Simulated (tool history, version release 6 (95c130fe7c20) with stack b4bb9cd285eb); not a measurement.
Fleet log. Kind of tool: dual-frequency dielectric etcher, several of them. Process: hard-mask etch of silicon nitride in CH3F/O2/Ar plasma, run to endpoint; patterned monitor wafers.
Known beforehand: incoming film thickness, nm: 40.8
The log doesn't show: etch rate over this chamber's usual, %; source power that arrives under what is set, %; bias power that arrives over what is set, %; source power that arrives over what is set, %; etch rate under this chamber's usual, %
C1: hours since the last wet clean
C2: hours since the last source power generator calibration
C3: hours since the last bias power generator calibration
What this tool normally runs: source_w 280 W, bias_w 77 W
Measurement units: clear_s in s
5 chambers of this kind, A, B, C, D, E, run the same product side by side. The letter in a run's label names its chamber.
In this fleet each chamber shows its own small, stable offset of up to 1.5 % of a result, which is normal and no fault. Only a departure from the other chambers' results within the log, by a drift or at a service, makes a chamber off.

run 1A hour=8.0 | source_w=280 bias_w=77 | C1=352.8 C2=1253.7 C3=974.8 | clear_s=66.465
run 2B hour=15.4 | source_w=280 bias_w=77 | C1=258.5 C2=4651.6 C3=1827.6 | clear_s=65.717
-- hour=15.8 chamber B: source power generator calibrated
run 3E hour=20.1 | source_w=280 bias_w=77 | C1=313.0 C2=1339.1 C3=1512.9 | clear_s=67.108
run 4D hour=24.2 | source_w=280 bias_w=77 | C1=238.9 C2=2482.7 C3=1882.3 | clear_s=65.290
run 5C hour=31.5 | source_w=280 bias_w=77 | C1=380.5 C2=1920.7 C3=2993.6 | clear_s=65.492
run 6E hour=35.4 | source_w=280 bias_w=77 | C1=328.3 C2=1354.4 C3=1528.2 | clear_s=66.864
run 7C hour=39.3 | source_w=250 bias_w=86 | C1=388.3 C2=1928.5 C3=3001.4 | clear_s=65.505
run 8D hour=44.3 | source_w=250 bias_w=86 | C1=259.0 C2=2502.8 C3=1902.4 | clear_s=66.523
run 9B hour=50.6 | source_w=250 bias_w=86 | C1=293.7 C2=34.9 C3=1862.8 | clear_s=66.181
run 10A hour=55.7 | source_w=250 bias_w=86 | C1=400.5 C2=1301.4 C3=1022.5 | clear_s=66.239
run 11B hour=62.2 | source_w=250 bias_w=86 | C1=305.3 C2=46.5 C3=1874.4 | clear_s=65.407
run 12D hour=68.0 | source_w=280 bias_w=77 | C1=282.7 C2=2526.5 C3=1926.1 | clear_s=66.369
run 13E hour=74.4 | source_w=280 bias_w=77 | C1=367.3 C2=1393.4 C3=1567.2 | clear_s=67.127
run 14C hour=80.3 | source_w=280 bias_w=77 | C1=429.3 C2=1969.5 C3=3042.4 | clear_s=65.313
run 15A hour=86.4 | source_w=280 bias_w=77 | C1=431.2 C2=1332.1 C3=1053.2 | clear_s=65.711
run 16C hour=91.6 | source_w=280 bias_w=77 | C1=440.6 C2=1980.8 C3=3053.7 | clear_s=65.399
-- hour=92.1 chamber E: wet clean of the chamber
run 17B hour=96.9 | source_w=280 bias_w=77 | C1=340.0 C2=81.2 C3=1909.1 | clear_s=65.664
run 18E hour=104.5 | source_w=240 bias_w=77 | C1=12.5 C2=1423.5 C3=1597.3 | clear_s=70.162
run 19A hour=109.2 | source_w=240 bias_w=77 | C1=454.0 C2=1354.9 C3=1076.0 | clear_s=69.740
-- hour=113.2 chamber A: wet clean of the chamber
run 20D hour=116.0 | source_w=240 bias_w=77 | C1=330.7 C2=2574.5 C3=1974.1 | clear_s=71.503
run 21C hour=123.0 | source_w=240 bias_w=77 | C1=472.0 C2=2012.2 C3=3085.1 | clear_s=69.688
run 22A hour=129.0 | source_w=240 bias_w=77 | C1=15.9 C2=1374.7 C3=1095.8 | clear_s=70.369
run 23E hour=135.1 | source_w=300 bias_w=77 | C1=43.1 C2=1454.1 C3=1627.9 | clear_s=65.228
run 24B hour=139.2 | source_w=300 bias_w=77 | C1=382.3 C2=123.5 C3=1951.4 | clear_s=64.436
run 25D hour=145.7 | source_w=300 bias_w=77 | C1=360.4 C2=2604.2 C3=2003.8 | clear_s=65.565
run 26B hour=151.6 | source_w=300 bias_w=77 | C1=394.7 C2=135.9 C3=1963.8 | clear_s=64.172
run 27D hour=157.3 | source_w=300 bias_w=77 | C1=372.0 C2=2615.8 C3=2015.4 | clear_s=65.384
-- hour=161.5 chamber C: wet clean of the chamber
run 28C hour=162.5 | source_w=280 bias_w=77 | C1=1.0 C2=2051.7 C3=3124.6 | clear_s=65.632
run 29E hour=166.8 | source_w=280 bias_w=77 | C1=74.8 C2=1485.8 C3=1659.6 | clear_s=66.971
run 30A hour=172.8 | source_w=280 bias_w=77 | C1=59.7 C2=1418.5 C3=1139.6 | clear_s=66.399
run 31A hour=179.7 | source_w=280 bias_w=77 | C1=66.6 C2=1425.4 C3=1146.5 | clear_s=65.879
run 32E hour=185.2 | source_w=280 bias_w=77 | C1=93.2 C2=1504.2 C3=1678.0 | clear_s=66.962
run 33D hour=192.0 | source_w=340 bias_w=71 | C1=406.7 C2=2650.5 C3=2050.1 | clear_s=64.855
run 34B hour=199.4 | source_w=340 bias_w=71 | C1=442.5 C2=183.7 C3=2011.6 | clear_s=62.457
run 35C hour=203.4 | source_w=340 bias_w=71 | C1=41.9 C2=2092.6 C3=3165.5 | clear_s=62.644
run 36E hour=208.8 | source_w=340 bias_w=71 | C1=116.8 C2=1527.8 C3=1701.6 | clear_s=63.778

One chamber off, gauge drift, or nothing amiss beyond the chambers' own small offsets? If it is a chamber, which one, and what is the likeliest cause?

Chamber D drifts away from the others.
Most likely cause: etch rate under this chamber's usual, % = 4.18.

Below are 4 candidate recipes for chamber D's next run, each the usual settings with a change, their results shown as question marks. Which of them brings D's results back in line with what the other chambers give on the usual settings?
Maximum distance from the other chambers' mean on the usual settings for a result to count as in line: clear_s 0.970 s
run 37D-1 hour=214.5 | source_w=290 bias_w=77 | clear_s=?
run 37D-2 hour=214.5 | source_w=280 bias_w=69 | clear_s=?
run 37D-3 hour=214.5 | source_w=270 bias_w=77 | clear_s=?
run 37D-4 hour=214.5 | source_w=280 bias_w=85 | clear_s=?

Other chambers, usual settings, mean: clear_s 65.981 s
run=37D-1 clear_s=67.562
run=37D-2 clear_s=71.132
run=37D-3 clear_s=69.423
run=37D-4 clear_s=66.106
37D-4 puts the chamber back in line with the other chambers.

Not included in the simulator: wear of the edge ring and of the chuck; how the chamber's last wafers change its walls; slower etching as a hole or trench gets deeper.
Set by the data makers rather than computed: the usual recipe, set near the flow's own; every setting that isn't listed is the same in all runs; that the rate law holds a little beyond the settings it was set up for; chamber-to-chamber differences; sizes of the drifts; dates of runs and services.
